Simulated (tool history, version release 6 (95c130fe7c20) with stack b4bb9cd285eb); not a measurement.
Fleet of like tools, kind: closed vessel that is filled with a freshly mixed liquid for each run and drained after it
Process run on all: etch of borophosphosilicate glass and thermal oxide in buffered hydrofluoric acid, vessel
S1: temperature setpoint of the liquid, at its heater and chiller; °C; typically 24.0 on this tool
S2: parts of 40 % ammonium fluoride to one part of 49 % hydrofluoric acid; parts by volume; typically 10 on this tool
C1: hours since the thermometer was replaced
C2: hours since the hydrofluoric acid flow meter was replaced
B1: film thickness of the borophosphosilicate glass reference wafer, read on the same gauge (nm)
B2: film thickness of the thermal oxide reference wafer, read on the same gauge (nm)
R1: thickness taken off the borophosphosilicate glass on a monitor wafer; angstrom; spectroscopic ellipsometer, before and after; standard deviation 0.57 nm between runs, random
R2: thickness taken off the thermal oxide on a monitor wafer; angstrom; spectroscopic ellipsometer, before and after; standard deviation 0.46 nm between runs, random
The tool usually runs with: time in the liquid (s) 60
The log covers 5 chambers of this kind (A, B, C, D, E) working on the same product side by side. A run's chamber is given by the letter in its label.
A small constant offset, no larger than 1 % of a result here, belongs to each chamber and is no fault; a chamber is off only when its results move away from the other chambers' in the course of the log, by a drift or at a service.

Run 1E, day 0.338: usual settings; C1 523.2; C2 442.7; B1 109.99; B2 90.004. Result: R1 1703.1 angstrom, R2 667.32 angstrom.
Run 2C, day 0.629: usual settings; C1 2348.5; C2 1034.4; B1 110.01; B2 90.013. Result: R1 1687.7 angstrom, R2 675.63 angstrom.
Run 3D, day 0.917: usual settings; C1 419.7; C2 630.7; B1 110.01; B2 89.985. Result: R1 1681.0 angstrom, R2 668.19 angstrom.
Run 4A, day 1.204: usual settings; C1 1601.6; C2 327.2; B1 109.96; B2 89.954. Result: R1 1703.7 angstrom, R2 680.97 angstrom.
Run 5B, day 1.596: usual settings; C1 529.2; C2 1584.9; B1 110.01; B2 89.970. Result: R1 1709.4 angstrom, R2 674.35 angstrom.
Run 6C, day 1.983: usual settings; C1 2381.0; C2 1066.9; B1 110.00; B2 90.007. Result: R1 1687.7 angstrom, R2 678.25 angstrom.
Run 7B, day 2.254: usual settings; C1 545.0; C2 1600.7; B1 110.01; B2 90.005. Result: R1 1701.2 angstrom, R2 673.13 angstrom.
Run 8D, day 2.779: usual settings but S1 27.0 °C; C1 464.4; C2 675.4; B1 110.00; B2 89.984. Result: R1 1970.1 angstrom, R2 785.79 angstrom.
Run 9A, day 3.112: usual settings but S1 27.0 °C; C1 1647.4; C2 373.0; B1 110.00; B2 90.003. Result: R1 1991.3 angstrom, R2 789.13 angstrom.
Run 10E, day 3.529: usual settings but S1 27.0 °C; C1 599.8; C2 519.3; B1 109.98; B2 89.991. Result: R1 1998.9 angstrom, R2 789.81 angstrom.
At day 3.592: chamber A: thermometer replaced.
At day 3.729: chamber C: hydrofluoric acid flow meter replaced.
Run 11E, day 3.825: usual settings but S1 27.0 °C; C1 606.9; C2 526.4; B1 109.98; B2 90.038. Result: R1 1992.7 angstrom, R2 782.45 angstrom.
Run 12A, day 4.079: usual settings but S1 27.0 °C; C1 11.8; C2 396.2; B1 110.00; B2 90.034. Result: R1 1993.0 angstrom, R2 798.80 angstrom.
Run 13B, day 4.479: usual settings; C1 598.4; C2 1654.1; B1 109.99; B2 90.050. Result: R1 1693.4 angstrom, R2 664.13 angstrom.
Run 14D, day 4.833: usual settings; C1 513.7; C2 724.7; B1 110.01; B2 90.021. Result: R1 1683.7 angstrom, R2 675.61 angstrom.
Run 15C, day 5.246: usual settings but S1 21.0 °C, time in the liquid (s) 80; C1 2459.3; C2 36.4; B1 110.02; B2 90.053. Result: R1 1918.6 angstrom, R2 757.56 angstrom.
Run 16B, day 5.679: usual settings but S1 21.0 °C, time in the liquid (s) 80; C1 627.2; C2 1682.9; B1 109.99; B2 89.987. Result: R1 1933.6 angstrom, R2 761.65 angstrom.
Run 17D, day 6.192: usual settings but S1 21.0 °C, time in the liquid (s) 80; C1 546.3; C2 757.3; B1 110.03; B2 90.000. Result: R1 1915.1 angstrom, R2 757.06 angstrom.
Run 18A, day 6.521: usual settings but S1 21.0 °C, time in the liquid (s) 80; C1 70.4; C2 454.8; B1 110.01; B2 90.016. Result: R1 1930.1 angstrom, R2 762.04 angstrom.
Run 19E, day 6.883: usual settings but S1 21.0 °C, time in the liquid (s) 80; C1 680.3; C2 599.8; B1 110.02; B2 90.038. Result: R1 1940.0 angstrom, R2 763.15 angstrom.
Run 20C, day 7.246: usual settings; C1 2507.3; C2 84.4; B1 110.00; B2 90.015. Result: R1 1682.6 angstrom, R2 667.31 angstrom.
At day 7.471: chamber E: hydrofluoric acid flow meter replaced.
Run 21D, day 7.517: usual settings but S1 19.5 °C; C1 578.1; C2 789.1; B1 109.98; B2 89.994. Result: R1 1319.5 angstrom, R2 520.72 angstrom.
Run 22C, day 8.000: usual settings but S1 19.5 °C; C1 2525.4; C2 102.5; B1 109.99; B2 90.022. Result: R1 1316.9 angstrom, R2 525.71 angstrom.
Run 23E, day 8.362: usual settings but S1 19.5 °C; C1 715.8; C2 21.5; B1 110.02; B2 90.026. Result: R1 1333.1 angstrom, R2 517.12 angstrom.
At day 8.796: chamber C: thermometer replaced.
Run 24B, day 8.888: usual settings but S1 19.5 °C; C1 704.2; C2 1759.9; B1 109.99; B2 90.040. Result: R1 1332.2 angstrom, R2 522.01 angstrom.
Run 25A, day 9.175: usual settings but S1 19.5 °C; C1 134.1; C2 518.5; B1 110.01; B2 90.028. Result: R1 1337.5 angstrom, R2 530.92 angstrom.
Run 26A, day 9.533: usual settings; C1 142.7; C2 527.1; B1 109.97; B2 90.025. Result: R1 1708.4 angstrom, R2 681.95 angstrom.
Run 27B, day 9.829: usual settings; C1 726.8; C2 1782.5; B1 110.01; B2 90.006. Result: R1 1696.2 angstrom, R2 676.56 angstrom.
Run 28D, day 10.183: usual settings; C1 642.1; C2 853.1; B1 110.03; B2 90.000. Result: R1 1680.6 angstrom, R2 668.01 angstrom.
Run 29C, day 10.521: usual settings; C1 41.5; C2 163.0; B1 110.02; B2 89.994. Result: R1 1685.1 angstrom, R2 669.07 angstrom.
Run 30E, day 10.800: usual settings but S1 25.5 °C; C1 774.3; C2 80.0; B1 110.00; B2 90.022. Result: R1 1843.6 angstrom, R2 730.02 angstrom.
Run 31D, day 11.275: usual settings but S1 25.5 °C; C1 668.3; C2 879.3; B1 110.00; B2 90.006. Result: R1 1824.1 angstrom, R2 722.84 angstrom.

Which is it: a chamber that has drifted or been left off by a service, a gauge drift common to all chambers, or only each chamber's usual small offset? If a chamber is off, name it and its likeliest cause.

Neither any chamber nor the gauge drifts; the chambers differ only by their own small, steady offsets.
